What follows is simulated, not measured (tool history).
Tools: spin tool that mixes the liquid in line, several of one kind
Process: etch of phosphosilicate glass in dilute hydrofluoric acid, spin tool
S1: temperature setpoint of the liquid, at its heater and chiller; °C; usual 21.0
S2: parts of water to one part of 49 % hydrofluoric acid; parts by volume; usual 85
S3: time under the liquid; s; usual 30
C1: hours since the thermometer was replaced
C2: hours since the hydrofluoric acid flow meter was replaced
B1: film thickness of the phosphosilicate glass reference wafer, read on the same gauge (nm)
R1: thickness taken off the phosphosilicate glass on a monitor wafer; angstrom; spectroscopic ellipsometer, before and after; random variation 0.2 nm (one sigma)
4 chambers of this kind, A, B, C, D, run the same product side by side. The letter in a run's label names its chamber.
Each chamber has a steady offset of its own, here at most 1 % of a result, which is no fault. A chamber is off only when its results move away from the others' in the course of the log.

run 1B day=0.267 | S1=21.0 S2=85 S3=30 | C1=839.3 C2=327.6 | B1=50.026 | R1=293.98
run 2D day=0.679 | S1=21.0 S2=85 S3=30 | C1=333.1 C2=1344.4 | B1=50.043 | R1=290.86
run 3C day=0.950 | S1=21.0 S2=85 S3=30 | C1=785.1 C2=195.7 | B1=50.009 | R1=286.89
run 4A day=1.454 | S1=21.0 S2=85 S3=30 | C1=759.3 C2=1146.1 | B1=49.965 | R1=292.94
run 5D day=1.721 | S1=21.0 S2=85 S3=30 | C1=358.1 C2=1369.4 | B1=49.996 | R1=291.94
run 6A day=2.279 | S1=22.5 S2=85 S3=15 | C1=779.1 C2=1165.9 | B1=50.053 | R1=156.89
run 7B day=2.658 | S1=22.5 S2=85 S3=15 | C1=896.7 C2=385.0 | B1=50.042 | R1=155.38
run 8C day=3.188 | S1=22.5 S2=85 S3=15 | C1=838.8 C2=249.4 | B1=50.006 | R1=155.97
run 9C day=3.642 | S1=22.5 S2=85 S3=15 | C1=849.7 C2=260.3 | B1=50.042 | R1=155.49
run 10B day=4.042 | S1=21.0 S2=85 S3=30 | C1=929.9 C2=418.2 | B1=49.982 | R1=294.13
run 11D day=4.571 | S1=21.0 S2=85 S3=30 | C1=426.5 C2=1437.8 | B1=49.944 | R1=291.51
run 12A day=4.917 | S1=21.0 S2=85 S3=30 | C1=842.4 C2=1229.2 | B1=49.979 | R1=300.78
run 13A day=5.254 | S1=21.0 S2=85 S3=30 | C1=850.5 C2=1237.3 | B1=50.002 | R1=295.11
run 14C day=5.600 | S1=21.0 S2=85 S3=30 | C1=896.7 C2=307.3 | B1=49.979 | R1=293.83
run 15B day=5.867 | S1=21.0 S2=85 S3=30 | C1=973.7 C2=462.0 | B1=49.955 | R1=291.68
run 16D day=6.417 | S1=24.5 S2=85 S3=15 | C1=470.8 C2=1482.1 | B1=49.989 | R1=166.01
run 17D day=6.708 | S1=24.5 S2=85 S3=15 | C1=477.8 C2=1489.1 | B1=49.960 | R1=167.37
run 18B day=7.000 | S1=24.5 S2=85 S3=15 | C1=1000.9 C2=489.2 | B1=49.969 | R1=167.64
run 19C day=7.400 | S1=24.5 S2=85 S3=15 | C1=939.9 C2=350.5 | B1=50.022 | R1=169.18
-- day=7.625 chamber D: hydrofluoric acid flow meter replaced
run 20A day=7.846 | S1=21.0 S2=85 S3=30 | C1=912.7 C2=1299.5 | B1=50.000 | R1=300.49
run 21C day=8.375 | S1=26.0 S2=85 S3=30 | C1=963.3 C2=373.9 | B1=49.977 | R1=359.50
run 22D day=8.742 | S1=26.0 S2=85 S3=30 | C1=526.6 C2=26.9 | B1=49.978 | R1=357.31
run 23A day=9.162 | S1=26.0 S2=85 S3=30 | C1=944.3 C2=1331.1 | B1=50.050 | R1=367.55
run 24B day=9.658 | S1=26.0 S2=85 S3=30 | C1=1064.7 C2=553.0 | B1=49.990 | R1=355.10
run 25C day=9.921 | S1=21.0 S2=85 S3=30 | C1=1000.4 C2=411.0 | B1=49.988 | R1=292.85
run 26A day=10.196 | S1=21.0 S2=85 S3=30 | C1=969.1 C2=1355.9 | B1=50.002 | R1=303.08
run 27D day=10.717 | S1=21.0 S2=85 S3=30 | C1=574.0 C2=74.3 | B1=49.983 | R1=291.09
run 28B day=11.171 | S1=21.0 S2=85 S3=30 | C1=1101.0 C2=589.3 | B1=49.984 | R1=291.59
run 29A day=11.700 | S1=21.0 S2=85 S3=30 | C1=1005.2 C2=1392.0 | B1=49.996 | R1=307.32
run 30D day=11.962 | S1=21.0 S2=85 S3=30 | C1=603.9 C2=104.2 | B1=49.960 | R1=291.29
-- day=11.996 chamber B: hydrofluoric acid flow meter replaced
run 31C day=12.262 | S1=21.0 S2=85 S3=30 | C1=1056.6 C2=467.2 | B1=50.019 | R1=292.30
run 32B day=12.779 | S1=21.0 S2=85 S3=30 | C1=1139.6 C2=18.8 | B1=50.025 | R1=294.38

What goes on in this fleet: one chamber off, a drifting gauge, or nothing beyond the chambers' own small offsets? Name the chamber and the cause, if any.

Chamber A drifts away from the others.
Cause: liquid hotter than its thermometer reads (K) = 0.951.
The log may not tell that from: hydrofluoric acid flow above the setpoint (%).

Here are 4 candidates for chamber A's next run, each the usual settings with a change, their results left as question marks. Which one brings its results back in line with what the others give on the usual settings?
In line means no further than this from the other chambers' mean on the usual settings: R1 7.00 angstrom
run 33A-1 day=13.196 | S1=20.0 S2=85 S3=30 | R1=?
run 33A-2 day=13.196 | S1=18.5 S2=85 S3=30 | R1=?
run 33A-3 day=13.196 | S1=21.5 S2=80 S3=30 | R1=?
run 33A-4 day=13.196 | S1=22.0 S2=85 S3=30 | R1=?

The other chambers' mean on the usual settings: R1 291.70 angstrom
run=33A-1 R1=293.70
run=33A-2 R1=275.78
run=33A-3 R1=333.99
run=33A-4 R1=318.92
33A-1 brings the chamber back in line.
